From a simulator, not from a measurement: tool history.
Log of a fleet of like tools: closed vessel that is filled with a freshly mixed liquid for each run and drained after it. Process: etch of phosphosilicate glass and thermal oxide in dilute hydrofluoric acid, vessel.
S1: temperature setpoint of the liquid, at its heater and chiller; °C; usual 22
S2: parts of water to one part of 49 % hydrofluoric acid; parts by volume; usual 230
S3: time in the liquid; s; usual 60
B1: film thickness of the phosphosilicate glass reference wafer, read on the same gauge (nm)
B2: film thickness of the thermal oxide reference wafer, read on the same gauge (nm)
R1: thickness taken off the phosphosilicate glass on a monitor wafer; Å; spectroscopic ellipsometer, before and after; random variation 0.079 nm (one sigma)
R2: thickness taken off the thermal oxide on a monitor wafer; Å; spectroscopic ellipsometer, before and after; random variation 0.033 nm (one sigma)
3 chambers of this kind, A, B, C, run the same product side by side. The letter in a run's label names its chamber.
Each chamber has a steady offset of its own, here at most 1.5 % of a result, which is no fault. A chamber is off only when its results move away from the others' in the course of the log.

{"run": "1C", "hour": 4.8, "S1": 22, "S2": 230, "S3": 60, "B1": 130.01, "B2": 40.028, "R1": 144.16, "R2": 9.9164}
{"run": "2B", "hour": 12.0, "S1": 22, "S2": 230, "S3": 60, "B1": 129.98, "B2": 40.029, "R1": 145.27, "R2": 9.9421}
{"run": "3A", "hour": 16.7, "S1": 22, "S2": 230, "S3": 60, "B1": 130, "B2": 40.051, "R1": 145.52, "R2": 10.015}
{"run": "4A", "hour": 22.4, "S1": 22, "S2": 230, "S3": 60, "B1": 130, "B2": 40.028, "R1": 147.48, "R2": 9.4512}
{"run": "5B", "hour": 29.8, "S1": 22, "S2": 230, "S3": 60, "B1": 130.02, "B2": 39.975, "R1": 143.59, "R2": 10.983}
{"run": "6C", "hour": 34.8, "S1": 22, "S2": 230, "S3": 60, "B1": 130.01, "B2": 40.015, "R1": 143.94, "R2": 10.659}
{"run": "7C", "hour": 39.5, "S1": 22, "S2": 230, "S3": 60, "B1": 130, "B2": 39.979, "R1": 143.97, "R2": 10.259}
{"run": "8B", "hour": 44.4, "S1": 22, "S2": 230, "S3": 60, "B1": 130.01, "B2": 39.943, "R1": 145.68, "R2": 10.808}
{"run": "9A", "hour": 50.3, "S1": 22, "S2": 230, "S3": 60, "B1": 130.03, "B2": 39.984, "R1": 146.29, "R2": 10.187}
{"run": "10A", "hour": 55.0, "S1": 22, "S2": 230, "S3": 60, "B1": 130.01, "B2": 40.003, "R1": 145.8, "R2": 10.052}
{"run": "11B", "hour": 60.5, "S1": 22, "S2": 230, "S3": 60, "B1": 130.02, "B2": 40.003, "R1": 145.1, "R2": 10.25}
{"run": "12C", "hour": 64.7, "S1": 22, "S2": 230, "S3": 60, "B1": 129.97, "B2": 39.955, "R1": 145.42, "R2": 10.748}
{"run": "13A", "hour": 70.3, "S1": 22, "S2": 230, "S3": 90, "B1": 129.99, "B2": 40.011, "R1": 218.53, "R2": 14.701}
{"run": "14B", "hour": 75.5, "S1": 22, "S2": 230, "S3": 90, "B1": 129.95, "B2": 39.984, "R1": 217.6, "R2": 14.354}
{"run": "15C", "hour": 79.8, "S1": 22, "S2": 230, "S3": 90, "B1": 130, "B2": 39.986, "R1": 216.53, "R2": 15.179}
{"run": "16A", "hour": 85.0, "S1": 22, "S2": 230, "S3": 60, "B1": 130.03, "B2": 39.98, "R1": 145.37, "R2": 10.499}
{"run": "17B", "hour": 92.5, "S1": 22, "S2": 230, "S3": 60, "B1": 130, "B2": 40.019, "R1": 144.12, "R2": 9.6876}
{"run": "18C", "hour": 98.5, "S1": 22, "S2": 230, "S3": 60, "B1": 130.01, "B2": 40.024, "R1": 146.15, "R2": 10.219}
{"run": "19C", "hour": 102.8, "S1": 22, "S2": 230, "S3": 60, "B1": 130, "B2": 40.018, "R1": 144.18, "R2": 10.621}
{"run": "20A", "hour": 109.1, "S1": 22, "S2": 230, "S3": 60, "B1": 129.99, "B2": 40.021, "R1": 145.88, "R2": 10.129}
{"run": "21B", "hour": 115.7, "S1": 22, "S2": 230, "S3": 60, "B1": 130, "B2": 39.989, "R1": 145.22, "R2": 9.5526}
{"run": "22A", "hour": 119.6, "S1": 22, "S2": 230, "S3": 60, "B1": 129.98, "B2": 39.965, "R1": 147.79, "R2": 10.167}
{"run": "23C", "hour": 124.9, "S1": 22, "S2": 230, "S3": 60, "B1": 130.01, "B2": 40, "R1": 143.42, "R2": 10.223}
{"run": "24B", "hour": 130.1, "S1": 22, "S2": 230, "S3": 60, "B1": 129.98, "B2": 39.95, "R1": 145.25, "R2": 10.369}
{"run": "25A", "hour": 133.5, "S1": 17, "S2": 230, "S3": 30, "B1": 130.01, "B2": 40.008, "R1": 60.049, "R2": 4.1955}
{"run": "26B", "hour": 138.8, "S1": 17, "S2": 230, "S3": 30, "B1": 129.99, "B2": 39.993, "R1": 59.88, "R2": 4.4769}
{"run": "27C", "hour": 144.1, "S1": 17, "S2": 230, "S3": 30, "B1": 130.03, "B2": 39.993, "R1": 59.685, "R2": 4.5265}
{"run": "28B", "hour": 148.1, "S1": 22, "S2": 230, "S3": 60, "B1": 129.99, "B2": 39.989, "R1": 145, "R2": 9.4318}
{"run": "29A", "hour": 153.0, "S1": 22, "S2": 230, "S3": 60, "B1": 130.03, "B2": 39.988, "R1": 146.89, "R2": 10.618}
{"run": "30C", "hour": 158.4, "S1": 22, "S2": 230, "S3": 60, "B1": 129.97, "B2": 40.019, "R1": 144.21, "R2": 10.121}
{"run": "31C", "hour": 165.8, "S1": 22, "S2": 230, "S3": 60, "B1": 129.99, "B2": 39.979, "R1": 144.96, "R2": 10.621}
{"run": "32A", "hour": 172.9, "S1": 22, "S2": 230, "S3": 60, "B1": 129.97, "B2": 40.016, "R1": 145.38, "R2": 10.334}
{"run": "33B", "hour": 177.7, "S1": 22, "S2": 230, "S3": 60, "B1": 130.01, "B2": 39.975, "R1": 144.76, "R2": 10.46}
{"run": "34A", "hour": 181.7, "S1": 22, "S2": 230, "S3": 60, "B1": 130.04, "B2": 40.01, "R1": 145.76, "R2": 10.029}
{"run": "35B", "hour": 186.4, "S1": 22, "S2": 230, "S3": 60, "B1": 130.01, "B2": 40.013, "R1": 145.41, "R2": 10.493}
{"run": "36C", "hour": 190.3, "S1": 22, "S2": 230, "S3": 60, "B1": 129.99, "B2": 39.981, "R1": 144.73, "R2": 10.274}
{"run": "37C", "hour": 195.8, "S1": 22, "S2": 230, "S3": 60, "B1": 130.04, "B2": 39.991, "R1": 144.49, "R2": 10.486}
{"run": "38A", "hour": 201.4, "S1": 22, "S2": 230, "S3": 60, "B1": 130, "B2": 40.011, "R1": 145.43, "R2": 10.076}

All 3 chambers run these settings next. Forecast each chamber's results:
{"run": "39A", "hour": 207.0, "S1": 22, "S2": 230, "S3": 80, "R1": "?", "R2": "?"}
{"run": "39B", "hour": 207.0, "S1": 22, "S2": 230, "S3": 80, "R1": "?", "R2": "?"}
{"run": "39C", "hour": 207.0, "S1": 22, "S2": 230, "S3": 80, "R1": "?", "R2": "?"}

run=39A R1=194.73 R2=13.248
run=39B R1=193.57 R2=13.942
run=39C R1=191.27 R2=14.142
